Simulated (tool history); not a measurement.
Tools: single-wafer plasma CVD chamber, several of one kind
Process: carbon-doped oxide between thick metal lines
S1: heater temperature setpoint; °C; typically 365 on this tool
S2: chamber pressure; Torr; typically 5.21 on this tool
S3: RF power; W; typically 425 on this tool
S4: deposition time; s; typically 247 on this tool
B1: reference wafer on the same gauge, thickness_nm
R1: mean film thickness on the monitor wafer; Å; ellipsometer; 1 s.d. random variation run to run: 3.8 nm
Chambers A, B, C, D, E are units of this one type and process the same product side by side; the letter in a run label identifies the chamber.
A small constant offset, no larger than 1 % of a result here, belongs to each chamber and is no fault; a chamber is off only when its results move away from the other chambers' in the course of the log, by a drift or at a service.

| run | hour | S1 | S2 | S3 | S4 | B1 | R1 |
|---|---|---|---|---|---|---|---|
| 1B | 4.5 | 365 | 5.21 | 425 | 247 | 1180.8 | 10861 |
| 2E | 10.9 | 365 | 5.21 | 425 | 247 | 1180.1 | 10673 |
| 3C | 17.7 | 365 | 5.21 | 425 | 247 | 1179.2 | 10728 |
| 4A | 21.7 | 365 | 5.21 | 425 | 247 | 1180.1 | 10839 |
| 5D | 27.4 | 365 | 5.21 | 425 | 247 | 1180.9 | 10885 |
| 6E | 33.4 | 365 | 5.21 | 425 | 247 | 1179.8 | 10720 |
| 7B | 37.2 | 365 | 5.21 | 425 | 247 | 1180.3 | 10883 |
| 8D | 41 | 365 | 5.21 | 425 | 247 | 1180.6 | 10895 |
| 9A | 45.2 | 365 | 5.21 | 425 | 247 | 1179.7 | 10860 |
| 10C | 50.2 | 365 | 5.21 | 425 | 247 | 1180.6 | 10757 |
| 11B | 57.4 | 365 | 5.21 | 425 | 247 | 1180.4 | 10856 |
| 12C | 63 | 365 | 5.21 | 425 | 224 | 1181.2 | 9775 |
| 13A | 67.5 | 365 | 5.21 | 425 | 224 | 1179.6 | 9879 |
| 14D | 73.8 | 365 | 5.21 | 425 | 224 | 1179.7 | 9867.8 |
| 15E | 81.3 | 365 | 5.21 | 425 | 224 | 1180.7 | 9723.7 |
| 16D | 88.1 | 365 | 5.21 | 425 | 224 | 1180.1 | 9799.8 |
| 17E | 92.4 | 365 | 5.21 | 425 | 247 | 1179.3 | 10675 |
| 18C | 98.7 | 365 | 5.21 | 425 | 247 | 1180.6 | 10707 |
| 19A | 103.7 | 365 | 5.21 | 425 | 285 | 1180.1 | 12558 |
| 20B | 110.7 | 365 | 5.21 | 425 | 285 | 1180.2 | 12467 |
| 21A | 117.9 | 365 | 5.21 | 425 | 285 | 1180.4 | 12566 |
| 22E | 124.7 | 365 | 5.21 | 425 | 285 | 1180.7 | 12299 |
| 23C | 129.5 | 365 | 5.21 | 425 | 285 | 1179.9 | 12380 |
| 24D | 134.8 | 365 | 5.21 | 425 | 247 | 1180 | 10829 |
| 25B | 140.3 | 365 | 5.21 | 425 | 247 | 1181 | 10867 |
| 26D | 147.5 | 365 | 5.21 | 425 | 247 | 1179.5 | 10816 |
| 27C | 155.2 | 365 | 5.21 | 425 | 228 | 1179.5 | 9882.6 |
| 28A | 161.7 | 365 | 5.21 | 425 | 228 | 1180.1 | 10024 |
| 29B | 167.6 | 365 | 5.21 | 425 | 228 | 1178.9 | 10008 |
| 30E | 174.5 | 365 | 5.21 | 425 | 228 | 1181.2 | 9758.9 |
| 31B | 177.9 | 365 | 5.21 | 425 | 228 | 1180.2 | 10041 |
| 32D | 185.3 | 365 | 5.21 | 425 | 247 | 1180 | 10871 |
| 33A | 189.7 | 365 | 5.21 | 425 | 247 | 1179.8 | 10883 |
|  | 190.9 | chamber C: thermocouple changed; heater temperature recalibrated |
| 34C | 196.6 | 365 | 5.21 | 425 | 247 | 1179.8 | 10732 |
| 35E | 202.8 | 365 | 5.21 | 425 | 247 | 1179.3 | 10469 |
| 36E | 206.9 | 365 | 5.21 | 425 | 247 | 1179.5 | 10418 |
| 37D | 212.4 | 365 | 5.21 | 425 | 247 | 1180 | 10897 |
| 38A | 218.9 | 365 | 5.21 | 350 | 247 | 1180.2 | 9355.9 |
| 39B | 224.1 | 365 | 5.21 | 350 | 247 | 1179.6 | 9328.3 |
| 40C | 230.9 | 365 | 5.21 | 350 | 247 | 1179.3 | 9257.9 |

Decide between three cases: one chamber stands off from its peers, the gauge reading all wafers drifts, or nothing is wrong past each chamber's small offset. Where a chamber is off, say which and what most likely put it there.

It is chamber E that slowly wanders off from its peers.
What lies behind it: delivered RF power below the setpoint (%) = 5.18.

Here are 4 candidates for chamber E's next run, each the usual settings with a change, their results left as question marks. Which one brings its results back in line with what the others give on the usual settings?
Counts as in line when no further than this from what the other chambers average on the usual settings: R1 130 Å
| 41E-1 | 236.4 | 381 | 3.6 | 425 | 247 |  | ? |
| 41E-2 | 236.4 | 364 | 5.27 | 440 | 260 |  | ? |
| 41E-3 | 236.4 | 365 | 3.92 | 425 | 247 |  | ? |
| 41E-4 | 236.4 | 365 | 5.21 | 450 | 247 |  | ? |

Mean of the other chambers on the usual settings: R1 10814 Å
| run | R1 |
|---|---|
| 41E-1 | 9491.6 |
| 41E-2 | 11221 |
| 41E-3 | 9917.1 |
| 41E-4 | 10795 |
41E-4 brings the chamber back in line.

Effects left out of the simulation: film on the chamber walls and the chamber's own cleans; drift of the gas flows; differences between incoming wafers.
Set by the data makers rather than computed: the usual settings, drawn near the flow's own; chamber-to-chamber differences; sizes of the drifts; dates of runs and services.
